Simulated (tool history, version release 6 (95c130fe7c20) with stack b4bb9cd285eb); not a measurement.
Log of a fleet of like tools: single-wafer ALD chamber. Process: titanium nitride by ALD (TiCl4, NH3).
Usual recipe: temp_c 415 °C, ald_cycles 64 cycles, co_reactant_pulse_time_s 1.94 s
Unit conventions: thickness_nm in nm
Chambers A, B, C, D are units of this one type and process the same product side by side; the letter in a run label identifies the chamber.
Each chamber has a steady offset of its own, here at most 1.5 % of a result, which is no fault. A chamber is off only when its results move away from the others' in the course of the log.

run   hour  temp_c  ald_cycles  co_reactant_pulse_time_s  hours since the last thermocouple change  read-back reference wafer on the same gauge, thickness_nm  thickness_nm
 1C    3.0     415          64                      1.94                                    1045.4                                                     1.3902        1.3980
 2A    6.2     415          64                      1.94                                    1646.3                                                     1.3894        1.4237
 3D    9.4     415          64                      1.94                                    1874.0                                                     1.3895        1.4222
 4B   13.2     415          64                      1.94                                     882.2                                                     1.3898        1.4240
 5D   15.9     415          55                      1.94                                    1880.5                                                     1.3893        1.2189
 6C   20.3     415          55                      1.94                                    1062.7                                                     1.3890        1.2017
 7B   23.4     415          55                      1.94                                     892.4                                                     1.3892        1.2248
 8A   27.2     415          55                      1.94                                    1667.3                                                     1.3883        1.2218
 9A   31.2     415          64                      1.94                                    1671.3                                                     1.3889        1.4219
10D   34.2     415          64                      1.94                                    1898.8                                                     1.3883        1.4181
11B   38.1     415          64                      1.94                                     907.1                                                     1.3882        1.4204
12C   41.5     415          64                      1.94                                    1083.9                                                     1.3878        1.3910
13A   44.7     415          64                      1.94                                    1684.8                                                     1.3884        1.4202
14C   47.4     415          64                      1.94                                    1089.8                                                     1.3874        1.3952
15B   51.8     415          64                      1.94                                     920.8                                                     1.3874        1.4216
16D   54.5     415          64                      1.94                                    1919.1                                                     1.3879        1.4181
17A   56.7     415          64                      1.94                                    1696.8                                                     1.3871        1.4172
18C   59.9     422          64                      1.41                                    1102.3                                                     1.3869        1.3835
19D   63.8     422          64                      1.41                                    1928.4                                                     1.3868        1.4088
20B   67.6     422          64                      1.41                                     936.6                                                     1.3866        1.4133
21C   71.7     422          64                      1.41                                    1114.1                                                     1.3870        1.3831
22B   73.8     415          64                      1.94                                     942.8                                                     1.3861        1.4219
23A   75.7     415          64                      1.94                                    1715.8                                                     1.3864        1.4190
24D   80.0     415          64                      1.94                                    1944.6                                                     1.3866        1.4169
25A   82.2     415          64                      1.94                                    1722.3                                                     1.3858        1.4204
26C   84.3     415          64                      1.94                                    1126.7                                                     1.3860        1.3964
27B   88.2     415          64                      1.69                                     957.2                                                     1.3855        1.4162
28D   92.6     415          64                      1.69                                    1957.2                                                     1.3856        1.4077
29B   96.7     415          64                      1.69                                     965.7                                                     1.3855        1.4146
30C   99.1     415          64                      1.69                                    1141.5                                                     1.3851        1.3854
31A  102.6     415          64                      1.94                                    1742.7                                                     1.3848        1.4187
32D  106.3     415          64                      1.94                                    1970.9                                                     1.3849        1.4160
33B  109.5     415          64                      1.94                                     978.5                                                     1.3844        1.4180
34A  112.7     415          64                      1.94                                    1752.8                                                     1.3845        1.4185
35D  115.0     415          64                      1.94                                    1979.6                                                     1.3842        1.4160
36C  117.3     415          64                      1.22                                    1159.7                                                     1.3844        1.3689
37D  121.0     415          64                      1.22                                    1985.6                                                     1.3844        1.3901
38B  123.2     415          64                      1.22                                     992.2                                                     1.3842        1.3956
39A  126.5     415          64                      1.22                                    1766.6                                                     1.3834        1.3927
40C  129.7     415          64                      1.94                                    1172.1                                                     1.3837        1.3907
41D  133.9     415          64                      1.94                                    1998.5                                                     1.3838        1.4138
42A  136.9     415          72                      2.53                                    1777.0                                                     1.3835        1.6043
43C  140.6     415          72                      2.53                                    1183.0                                                     1.3831        1.5748

Next, every chamber runs the same settings. What will each give?
44A  143.8     415          64                      1.94                                                                                                                  ?
44B  143.8     415          64                      1.94                                                                                                                  ?
44C  143.8     415          64                      1.94                                                                                                                  ?
44D  143.8     415          64                      1.94                                                                                                                  ?

run  thickness_nm
44A        1.4169
44B        1.4178
44C        1.3877
44D        1.4123
